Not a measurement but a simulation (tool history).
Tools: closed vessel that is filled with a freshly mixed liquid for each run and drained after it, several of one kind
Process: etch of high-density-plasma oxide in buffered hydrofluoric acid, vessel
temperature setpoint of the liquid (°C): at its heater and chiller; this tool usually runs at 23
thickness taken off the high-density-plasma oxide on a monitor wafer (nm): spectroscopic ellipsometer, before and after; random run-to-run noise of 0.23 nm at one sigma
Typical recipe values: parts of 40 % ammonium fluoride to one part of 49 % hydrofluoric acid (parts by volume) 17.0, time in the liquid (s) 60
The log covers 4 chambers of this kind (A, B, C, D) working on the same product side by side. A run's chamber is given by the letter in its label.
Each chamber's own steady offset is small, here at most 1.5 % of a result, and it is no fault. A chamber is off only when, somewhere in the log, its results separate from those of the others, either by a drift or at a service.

| run | hour | temperature setpoint of the liquid (°C) | parts of 40 % ammonium fluoride to one part of 49 % hydrofluoric acid (parts by volume) | time in the liquid (s) | read-back film thickness of the high-density-plasma oxide reference wafer, read on the same gauge (nm) | thickness taken off the high-density-plasma oxide on a monitor wafer (nm) |
|---|---|---|---|---|---|---|
| 1A | 8.1 | 23 | 17.0 | 60 | 99.993 | 41.605 |
| 2D | 12.4 | 23 | 17.0 | 60 | 100.010 | 42.440 |
| 3C | 22.0 | 23 | 17.0 | 60 | 100.000 | 42.285 |
| 4B | 27.7 | 23 | 17.0 | 60 | 100.030 | 41.968 |
| 5A | 33.3 | 23 | 17.0 | 60 | 100.000 | 41.169 |
| 6D | 40.0 | 23 | 17.0 | 60 | 99.990 | 41.921 |
| 7B | 48.1 | 23 | 17.0 | 60 | 100.000 | 41.467 |
| 8C | 56.6 | 23 | 17.0 | 60 | 99.997 | 42.164 |
| 9D | 63.3 | 23 | 17.0 | 60 | 99.992 | 41.726 |
| 10C | 71.3 | 23 | 17.0 | 60 | 99.949 | 42.256 |
| 11B | 76.2 | 23 | 17.0 | 60 | 99.971 | 42.019 |
| 12A | 81.8 | 23 | 17.0 | 60 | 99.969 | 41.308 |
| 13D | 86.2 | 23 | 17.0 | 60 | 100.030 | 41.975 |
| 14B | 90.7 | 23 | 17.0 | 60 | 99.978 | 41.888 |
| 15C | 99.0 | 23 | 17.0 | 60 | 99.990 | 42.756 |
| 16A | 104.6 | 23 | 17.0 | 60 | 100.000 | 41.747 |
| 17B | 114.1 | 23 | 17.0 | 60 | 99.992 | 41.786 |
| 18C | 123.1 | 23 | 20.5 | 30 | 99.982 | 17.711 |
| 19D | 128.2 | 23 | 20.5 | 30 | 99.947 | 17.576 |
| 20A | 132.6 | 23 | 20.5 | 30 | 100.020 | 17.280 |
| 21B | 138.5 | 23 | 20.5 | 30 | 100.020 | 17.513 |
| 22C | 142.9 | 23 | 17.0 | 60 | 99.984 | 42.869 |
| 23A | 148.2 | 23 | 17.0 | 60 | 99.993 | 41.717 |
| 24D | 154.0 | 23 | 17.0 | 60 | 100.010 | 42.344 |
| 25A | 159.3 | 23 | 17.0 | 60 | 99.989 | 41.146 |
| 26D | 168.7 | 23 | 17.0 | 60 | 100.020 | 42.194 |
| 27B | 177.0 | 23 | 17.0 | 60 | 100.010 | 41.641 |
| 28C | 181.7 | 23 | 17.0 | 60 | 99.994 | 42.258 |
| 29C | 189.6 | 23 | 17.0 | 60 | 100.040 | 42.367 |
| 30A | 193.8 | 23 | 17.0 | 60 | 99.972 | 41.298 |

Each of the 4 chambers runs these same settings next. Fill in every chamber's results:
| 31A | 200.8 | 23 | 22.5 | 60 |  | ? |
| 31B | 200.8 | 23 | 22.5 | 60 |  | ? |
| 31C | 200.8 | 23 | 22.5 | 60 |  | ? |
| 31D | 200.8 | 23 | 22.5 | 60 |  | ? |

| run | thickness taken off the high-density-plasma oxide on a monitor wafer (nm) |
|---|---|
| 31A | 32.494 |
| 31B | 32.375 |
| 31C | 32.989 |
| 31D | 33.139 |
